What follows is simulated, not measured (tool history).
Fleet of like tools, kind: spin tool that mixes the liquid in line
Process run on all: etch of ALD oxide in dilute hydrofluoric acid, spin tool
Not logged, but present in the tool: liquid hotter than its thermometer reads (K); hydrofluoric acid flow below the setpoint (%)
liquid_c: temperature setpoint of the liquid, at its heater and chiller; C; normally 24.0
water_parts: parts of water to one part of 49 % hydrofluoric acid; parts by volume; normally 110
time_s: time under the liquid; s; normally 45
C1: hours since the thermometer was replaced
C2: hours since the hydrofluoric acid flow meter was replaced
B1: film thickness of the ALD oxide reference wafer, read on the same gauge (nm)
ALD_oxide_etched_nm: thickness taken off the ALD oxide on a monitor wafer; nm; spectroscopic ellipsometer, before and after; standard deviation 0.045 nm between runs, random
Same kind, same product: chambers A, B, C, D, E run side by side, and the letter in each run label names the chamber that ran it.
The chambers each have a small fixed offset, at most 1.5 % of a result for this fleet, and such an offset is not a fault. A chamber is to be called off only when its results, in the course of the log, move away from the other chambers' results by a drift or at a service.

run 1E hour=9.7 | liquid_c=24.0 water_parts=110 time_s=45 | C1=910.2 C2=1065.0 | B1=79.992 | ALD_oxide_etched_nm=6.2785
run 2D hour=16.0 | liquid_c=24.0 water_parts=110 time_s=45 | C1=615.6 C2=434.3 | B1=80.036 | ALD_oxide_etched_nm=6.2166
run 3C hour=23.0 | liquid_c=24.0 water_parts=110 time_s=45 | C1=485.2 C2=551.3 | B1=79.987 | ALD_oxide_etched_nm=6.2283
run 4A hour=33.6 | liquid_c=24.0 water_parts=110 time_s=45 | C1=969.0 C2=349.8 | B1=80.026 | ALD_oxide_etched_nm=6.2852
run 5B hour=39.2 | liquid_c=22.5 water_parts=110 time_s=35 | C1=1109.4 C2=183.5 | B1=80.004 | ALD_oxide_etched_nm=4.5922
run 6B hour=49.3 | liquid_c=22.5 water_parts=110 time_s=35 | C1=1119.5 C2=193.6 | B1=79.980 | ALD_oxide_etched_nm=4.5137
run 7E hour=60.7 | liquid_c=22.5 water_parts=110 time_s=35 | C1=961.2 C2=1116.0 | B1=79.996 | ALD_oxide_etched_nm=4.5664
run 8D hour=66.3 | liquid_c=22.5 water_parts=110 time_s=35 | C1=665.9 C2=484.6 | B1=80.002 | ALD_oxide_etched_nm=4.5606
run 9A hour=74.6 | liquid_c=22.5 water_parts=110 time_s=35 | C1=1010.0 C2=390.8 | B1=80.002 | ALD_oxide_etched_nm=4.5709
-- hour=79.6 chamber C: hydrofluoric acid flow meter replaced
run 10C hour=85.9 | liquid_c=24.0 water_parts=110 time_s=45 | C1=548.1 C2=6.3 | B1=79.996 | ALD_oxide_etched_nm=6.2294
run 11C hour=97.3 | liquid_c=24.0 water_parts=110 time_s=45 | C1=559.5 C2=17.7 | B1=80.017 | ALD_oxide_etched_nm=6.2781
run 12D hour=105.5 | liquid_c=24.0 water_parts=110 time_s=45 | C1=705.1 C2=523.8 | B1=79.976 | ALD_oxide_etched_nm=6.3595
run 13A hour=117.5 | liquid_c=24.0 water_parts=110 time_s=45 | C1=1052.9 C2=433.7 | B1=79.988 | ALD_oxide_etched_nm=6.2172
run 14B hour=128.4 | liquid_c=24.0 water_parts=130 time_s=30 | C1=1198.6 C2=272.7 | B1=80.005 | ALD_oxide_etched_nm=3.4797
run 15E hour=139.8 | liquid_c=24.0 water_parts=130 time_s=30 | C1=1040.3 C2=1195.1 | B1=80.010 | ALD_oxide_etched_nm=3.4638
run 16C hour=151.0 | liquid_c=24.0 water_parts=130 time_s=30 | C1=613.2 C2=71.4 | B1=80.005 | ALD_oxide_etched_nm=3.4235
run 17E hour=162.1 | liquid_c=24.0 water_parts=130 time_s=30 | C1=1062.6 C2=1217.4 | B1=80.012 | ALD_oxide_etched_nm=3.4652
run 18B hour=167.4 | liquid_c=24.0 water_parts=130 time_s=30 | C1=1237.6 C2=311.7 | B1=80.015 | ALD_oxide_etched_nm=3.4759
run 19D hour=175.9 | liquid_c=24.0 water_parts=110 time_s=45 | C1=775.5 C2=594.2 | B1=80.006 | ALD_oxide_etched_nm=6.3935
run 20A hour=184.0 | liquid_c=24.0 water_parts=110 time_s=45 | C1=1119.4 C2=500.2 | B1=80.012 | ALD_oxide_etched_nm=6.2637
run 21B hour=191.4 | liquid_c=25.5 water_parts=110 time_s=60 | C1=1261.6 C2=335.7 | B1=79.993 | ALD_oxide_etched_nm=8.7759
run 22D hour=203.4 | liquid_c=25.5 water_parts=110 time_s=60 | C1=803.0 C2=621.7 | B1=80.002 | ALD_oxide_etched_nm=9.0050
run 23C hour=208.9 | liquid_c=25.5 water_parts=110 time_s=60 | C1=671.1 C2=129.3 | B1=80.004 | ALD_oxide_etched_nm=8.7758
run 24E hour=217.3 | liquid_c=25.5 water_parts=110 time_s=60 | C1=1117.8 C2=1272.6 | B1=79.998 | ALD_oxide_etched_nm=8.8023
run 25A hour=224.2 | liquid_c=25.5 water_parts=110 time_s=60 | C1=1159.6 C2=540.4 | B1=79.997 | ALD_oxide_etched_nm=8.8881
run 26A hour=229.6 | liquid_c=24.0 water_parts=110 time_s=45 | C1=1165.0 C2=545.8 | B1=80.021 | ALD_oxide_etched_nm=6.2502
-- hour=238.6 chamber E: hydrofluoric acid flow meter replaced
run 27C hour=241.1 | liquid_c=24.0 water_parts=110 time_s=45 | C1=703.3 C2=161.5 | B1=79.994 | ALD_oxide_etched_nm=6.2784
run 28B hour=249.3 | liquid_c=24.0 water_parts=110 time_s=45 | C1=1319.5 C2=393.6 | B1=80.001 | ALD_oxide_etched_nm=6.3290
run 29E hour=261.4 | liquid_c=24.0 water_parts=110 time_s=45 | C1=1161.9 C2=22.9 | B1=80.016 | ALD_oxide_etched_nm=6.2136
run 30D hour=267.2 | liquid_c=24.0 water_parts=110 time_s=45 | C1=866.8 C2=685.5 | B1=80.015 | ALD_oxide_etched_nm=6.5582
run 31B hour=276.8 | liquid_c=24.0 water_parts=110 time_s=45 | C1=1347.0 C2=421.1 | B1=80.017 | ALD_oxide_etched_nm=6.2961
run 32C hour=282.3 | liquid_c=24.0 water_parts=110 time_s=45 | C1=744.5 C2=202.7 | B1=80.015 | ALD_oxide_etched_nm=6.2405
run 33E hour=290.6 | liquid_c=24.0 water_parts=110 time_s=45 | C1=1191.1 C2=52.1 | B1=80.013 | ALD_oxide_etched_nm=6.3067
run 34A hour=300.7 | liquid_c=24.0 water_parts=110 time_s=45 | C1=1236.1 C2=616.9 | B1=80.006 | ALD_oxide_etched_nm=6.2401
run 35D hour=306.0 | liquid_c=24.0 water_parts=110 time_s=45 | C1=905.6 C2=724.3 | B1=79.975 | ALD_oxide_etched_nm=6.6156
run 36D hour=316.3 | liquid_c=24.0 water_parts=110 time_s=45 | C1=915.9 C2=734.6 | B1=79.980 | ALD_oxide_etched_nm=6.5806
run 37B hour=326.7 | liquid_c=24.0 water_parts=110 time_s=45 | C1=1396.9 C2=471.0 | B1=79.993 | ALD_oxide_etched_nm=6.2186
run 38A hour=338.8 | liquid_c=24.0 water_parts=110 time_s=45 | C1=1274.2 C2=655.0 | B1=79.993 | ALD_oxide_etched_nm=6.2614
run 39C hour=349.7 | liquid_c=24.0 water_parts=110 time_s=45 | C1=811.9 C2=270.1 | B1=80.008 | ALD_oxide_etched_nm=6.2376

Each of the 5 chambers runs these same settings next. Fill in every chamber's results:
run 40A hour=358.4 | liquid_c=24.0 water_parts=110 time_s=30 | ALD_oxide_etched_nm=?
run 40B hour=358.4 | liquid_c=24.0 water_parts=110 time_s=30 | ALD_oxide_etched_nm=?
run 40C hour=358.4 | liquid_c=24.0 water_parts=110 time_s=30 | ALD_oxide_etched_nm=?
run 40D hour=358.4 | liquid_c=24.0 water_parts=110 time_s=30 | ALD_oxide_etched_nm=?
run 40E hour=358.4 | liquid_c=24.0 water_parts=110 time_s=30 | ALD_oxide_etched_nm=?

run=40A ALD_oxide_etched_nm=4.1808
run=40B ALD_oxide_etched_nm=4.1707
run=40C ALD_oxide_etched_nm=4.1329
run=40D ALD_oxide_etched_nm=4.4426
run=40E ALD_oxide_etched_nm=4.1189

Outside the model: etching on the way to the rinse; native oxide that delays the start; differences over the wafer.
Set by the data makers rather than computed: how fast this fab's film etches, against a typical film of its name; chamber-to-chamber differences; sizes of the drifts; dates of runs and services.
